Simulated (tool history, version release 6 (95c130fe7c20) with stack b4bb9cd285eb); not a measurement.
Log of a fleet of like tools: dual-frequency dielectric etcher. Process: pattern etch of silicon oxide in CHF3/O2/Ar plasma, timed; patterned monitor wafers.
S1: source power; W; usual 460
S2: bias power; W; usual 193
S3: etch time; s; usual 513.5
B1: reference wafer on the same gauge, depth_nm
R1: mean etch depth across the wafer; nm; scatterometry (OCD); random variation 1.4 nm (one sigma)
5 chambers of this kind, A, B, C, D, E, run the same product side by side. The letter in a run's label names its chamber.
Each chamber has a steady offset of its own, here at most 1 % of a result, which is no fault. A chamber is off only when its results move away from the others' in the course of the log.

run 1C hour=9.3 | S1=460 S2=193 S3=513.5 | B1=754.11 | R1=948.89
run 2D hour=19.2 | S1=460 S2=193 S3=513.5 | B1=754.25 | R1=942.86
-- hour=20.5 chamber C: wet clean of the chamber
run 3E hour=28.7 | S1=460 S2=193 S3=513.5 | B1=754.58 | R1=938.97
-- hour=33.7 chamber E: wet clean of the chamber
run 4A hour=38 | S1=460 S2=193 S3=513.5 | B1=754.43 | R1=941.35
run 5B hour=45.7 | S1=360 S2=193 S3=368 | B1=754.56 | R1=619.31
run 6E hour=54.3 | S1=360 S2=193 S3=368 | B1=754.68 | R1=612.25
run 7D hour=70.4 | S1=360 S2=193 S3=368 | B1=754.7 | R1=615.89
run 8B hour=78.4 | S1=360 S2=193 S3=368 | B1=754.38 | R1=621.06
run 9C hour=88.1 | S1=360 S2=193 S3=368 | B1=754.95 | R1=620.71
run 10A hour=102 | S1=460 S2=193 S3=513.5 | B1=755.22 | R1=942.72
run 11B hour=114.3 | S1=460 S2=193 S3=513.5 | B1=755.13 | R1=949.23
run 12A hour=124.7 | S1=460 S2=193 S3=513.5 | B1=755.14 | R1=943.46
run 13C hour=133.9 | S1=460 S2=193 S3=513.5 | B1=755.51 | R1=952.3
run 14D hour=142.9 | S1=460 S2=193 S3=513.5 | B1=755.32 | R1=941.46
run 15E hour=153.9 | S1=460 S2=193 S3=513.5 | B1=755.65 | R1=939.52
run 16D hour=170.4 | S1=460 S2=193 S3=513.5 | B1=755.69 | R1=943.69
run 17B hour=185.6 | S1=460 S2=193 S3=513.5 | B1=755.89 | R1=951.39
run 18C hour=195.6 | S1=460 S2=193 S3=513.5 | B1=755.99 | R1=948.04
run 19A hour=206.7 | S1=460 S2=193 S3=513.5 | B1=755.91 | R1=943.83
run 20E hour=220.1 | S1=460 S2=193 S3=513.5 | B1=756.06 | R1=938.31
run 21A hour=236.2 | S1=460 S2=193 S3=513.5 | B1=756.34 | R1=944.06
run 22B hour=246.4 | S1=460 S2=193 S3=513.5 | B1=756.36 | R1=951.87
run 23E hour=253.6 | S1=460 S2=193 S3=513.5 | B1=756.35 | R1=940.89
run 24C hour=265.6 | S1=460 S2=193 S3=513.5 | B1=756.54 | R1=953.56
run 25D hour=278.2 | S1=460 S2=193 S3=513.5 | B1=756.73 | R1=947.06
run 26E hour=291.6 | S1=460 S2=193 S3=513.5 | B1=756.6 | R1=942.6
run 27B hour=303.8 | S1=460 S2=193 S3=513.5 | B1=756.93 | R1=951.23
run 28C hour=313.7 | S1=460 S2=193 S3=513.5 | B1=757.15 | R1=951.45
run 29D hour=324.3 | S1=460 S2=193 S3=513.5 | B1=757.14 | R1=945.35
-- hour=325.9 chamber B: wet clean of the chamber
run 30A hour=339 | S1=460 S2=193 S3=513.5 | B1=757.29 | R1=945.18
run 31E hour=347.8 | S1=460 S2=217 S3=656.5 | B1=757.44 | R1=1253.5
run 32B hour=359.5 | S1=460 S2=217 S3=656.5 | B1=757.69 | R1=1264.6
run 33A hour=369.7 | S1=460 S2=217 S3=656.5 | B1=757.54 | R1=1258
run 34D hour=381.4 | S1=460 S2=217 S3=656.5 | B1=757.47 | R1=1259.7
run 35C hour=394.4 | S1=460 S2=217 S3=656.5 | B1=757.72 | R1=1270.5
run 36B hour=405.8 | S1=460 S2=193 S3=513.5 | B1=757.93 | R1=954.41
-- hour=419.4 chamber D: wet clean of the chamber
run 37E hour=419.7 | S1=460 S2=193 S3=513.5 | B1=757.94 | R1=942.59
run 38D hour=427.8 | S1=460 S2=193 S3=513.5 | B1=757.83 | R1=947.49
run 39A hour=438.7 | S1=460 S2=193 S3=513.5 | B1=758.13 | R1=947.24
run 40C hour=446.3 | S1=360 S2=146 S3=513.5 | B1=757.89 | R1=791.42
run 41C hour=460.9 | S1=360 S2=146 S3=513.5 | B1=758.19 | R1=790.94
run 42D hour=471.6 | S1=360 S2=146 S3=513.5 | B1=758.65 | R1=784.1

All 5 chambers run these settings next. Forecast each chamber's results:
run 43A hour=483.4 | S1=460 S2=193 S3=640 | R1=?
run 43B hour=483.4 | S1=460 S2=193 S3=640 | R1=?
run 43C hour=483.4 | S1=460 S2=193 S3=640 | R1=?
run 43D hour=483.4 | S1=460 S2=193 S3=640 | R1=?
run 43E hour=483.4 | S1=460 S2=193 S3=640 | R1=?

run=43A R1=1184.9
run=43B R1=1188.8
run=43C R1=1191.1
run=43D R1=1179.7
run=43E R1=1176.7
